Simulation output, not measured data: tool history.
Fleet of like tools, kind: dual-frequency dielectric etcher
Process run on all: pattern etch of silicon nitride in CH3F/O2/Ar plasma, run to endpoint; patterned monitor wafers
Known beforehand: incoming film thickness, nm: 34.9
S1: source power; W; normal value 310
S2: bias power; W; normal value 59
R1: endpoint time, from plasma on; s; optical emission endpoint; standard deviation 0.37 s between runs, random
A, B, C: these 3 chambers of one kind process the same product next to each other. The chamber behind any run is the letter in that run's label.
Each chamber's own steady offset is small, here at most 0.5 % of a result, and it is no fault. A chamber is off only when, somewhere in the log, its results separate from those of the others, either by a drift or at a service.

run,hour,S1,S2,R1
1B,1.9,310,59,59.546
2C,4.4,310,59,59.429
3A,6.7,310,59,59.644
4A,8.8,310,59,59.192
5C,12.2,310,59,59.269
6B,16.1,310,59,59.044
7B,19.0,310,59,59.456
8A,22.6,270,45,67.045
9C,25.2,270,45,68.686
10C,27.8,270,45,68.166
11A,29.7,260,59,62.168
# hour 31.4: chamber B: source power generator calibrated
12B,33.0,260,59,62.691
13A,35.0,260,59,61.772
14B,37.0,310,59,59.854
15C,40.3,310,53,62.196
16B,42.3,310,53,61.416
17C,45.7,310,53,61.404
18A,48.9,310,59,57.501
19B,51.2,310,59,59.446
20A,55.3,310,59,56.940
21C,58.6,310,59,59.403
22C,61.6,310,59,59.590

All chambers now run identical settings, listed one chamber a line with results as question marks. What results will each chamber show?
23A,64.7,370,59,?
23B,64.7,370,59,?
23C,64.7,370,59,?

run,R1
23A,53.237
23B,55.300
23C,56.107
